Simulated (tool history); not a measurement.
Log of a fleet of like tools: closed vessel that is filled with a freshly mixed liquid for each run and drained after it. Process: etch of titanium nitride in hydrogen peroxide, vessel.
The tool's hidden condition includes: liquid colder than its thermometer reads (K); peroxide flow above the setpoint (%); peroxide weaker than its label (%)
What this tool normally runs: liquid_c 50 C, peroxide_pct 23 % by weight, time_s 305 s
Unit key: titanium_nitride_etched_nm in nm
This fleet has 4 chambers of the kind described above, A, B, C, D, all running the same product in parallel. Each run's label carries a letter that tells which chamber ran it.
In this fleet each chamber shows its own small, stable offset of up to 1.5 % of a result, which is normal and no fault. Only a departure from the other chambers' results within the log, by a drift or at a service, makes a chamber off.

run    day  liquid_c  peroxide_pct  time_s  hours since the thermometer was replaced  hours since the peroxide flow meter was replaced  hours since the drum of peroxide was connected  read-back film thickness of the titanium nitride reference wafer, read on the same gauge (nm)  titanium_nitride_etched_nm
 1B  0.221        50            23     305                                     423.3                                             278.6                                           423.5                                                                                         30.012                      21.369
 2D  0.425        50            23     305                                       897                                             726.5                                           200.1                                                                                         30.029                      21.793
 3A   0.65        50            23     305                                     429.6                                             586.9                                           133.2                                                                                         30.021                      21.329
 4C  0.871        50            23     305                                    1197.8                                             751.6                                           462.2                                                                                         30.012                      21.443
 5C  1.058        50            23     305                                    1202.3                                             756.1                                           466.7                                                                                         30.002                      21.512
 6B  1.171        50            23     305                                     446.1                                             301.4                                           446.3                                                                                         29.991                       21.53
 7D  1.412        50            23     305                                     920.7                                             750.2                                           223.8                                                                                         29.998                      21.944
 8A  1.554        50            23     305                                     451.3                                             608.6                                           154.9                                                                                         30.014                       21.32
 9A  1.779        50            23     305                                     456.7                                               614                                           160.3                                                                                         30.012                      21.139
10C    1.9        50            23     305                                    1222.5                                             776.3                                           486.9                                                                                          30.01                      21.308
11B  2.033        50            23     305                                     466.8                                             322.1                                             467                                                                                         29.992                      21.406
12D  2.271        50            23     305                                     941.3                                             770.8                                           244.4                                                                                         30.002                      21.688
13D  2.504        50          18.5     305                                     946.9                                             776.4                                             250                                                                                         29.986                       20.74
14C  2.675        50          18.5     305                                    1241.1                                             794.9                                           505.5                                                                                         30.039                      20.272
15B  2.908        50          18.5     305                                     487.8                                             343.1                                             488                                                                                         29.996                       20.09
16A  3.133        50          18.5     305                                     489.2                                             646.5                                           192.8                                                                                          29.99                      20.216
17C  3.354        50            23     305                                    1257.4                                             811.2                                           521.8                                                                                          30.05                      20.869
18A  3.467      58.5            21     305                                     497.2                                             654.5                                           200.8                                                                                         30.035                      38.461
19B  3.712      58.5            21     305                                     507.1                                             362.4                                           507.3                                                                                         29.949                       38.16
20D  3.904      58.5            21     305                                     980.5                                               810                                           283.6                                                                                         30.014                      38.434
21A  4.129      58.5            21     305                                     513.1                                             670.4                                           216.7                                                                                         29.993                      38.062
22B  4.254        50            23     305                                     520.1                                             375.4                                           520.3                                                                                         29.979                      21.362
23C  4.471        50            23     305                                    1284.2                                               838                                           548.6                                                                                         29.965                      20.266
24D  4.667        50            23     305                                     998.8                                             828.3                                           301.9                                                                                         29.959                      21.694
25C  4.917        59            20     305                                    1294.9                                             848.7                                           559.3                                                                                         30.001                      37.079
26A  5.042        59            20     305                                       535                                             692.3                                           238.6                                                                                          30.01                      39.571
27D  5.288        59            20     305                                    1013.7                                             843.2                                           316.8                                                                                         29.999                      39.284
28B   5.45        59            20     305                                     548.8                                             404.1                                             549                                                                                         29.981                      39.498
29A    5.6        50            23     180                                     548.4                                             705.7                                             252                                                                                         30.017                      12.689
30D  5.721        50            23     180                                    1024.1                                             853.6                                           327.2                                                                                         29.993                      12.882

The same settings go to every chamber for the next run, one line per chamber below. Forecast the results for each:
31A  5.9        50            23     305                                                                                                                                                                                                                                                                      ?
31B  5.9        50            23     305                                                                                                                                                                                                                                                                      ?
31C  5.9        50            23     305                                                                                                                                                                                                                                                                      ?
31D  5.9        50            23     305                                                                                                                                                                                                                                                                      ?

run  titanium_nitride_etched_nm
31A                      21.439
31B                      21.151
31C                      19.943
31D                      22.004

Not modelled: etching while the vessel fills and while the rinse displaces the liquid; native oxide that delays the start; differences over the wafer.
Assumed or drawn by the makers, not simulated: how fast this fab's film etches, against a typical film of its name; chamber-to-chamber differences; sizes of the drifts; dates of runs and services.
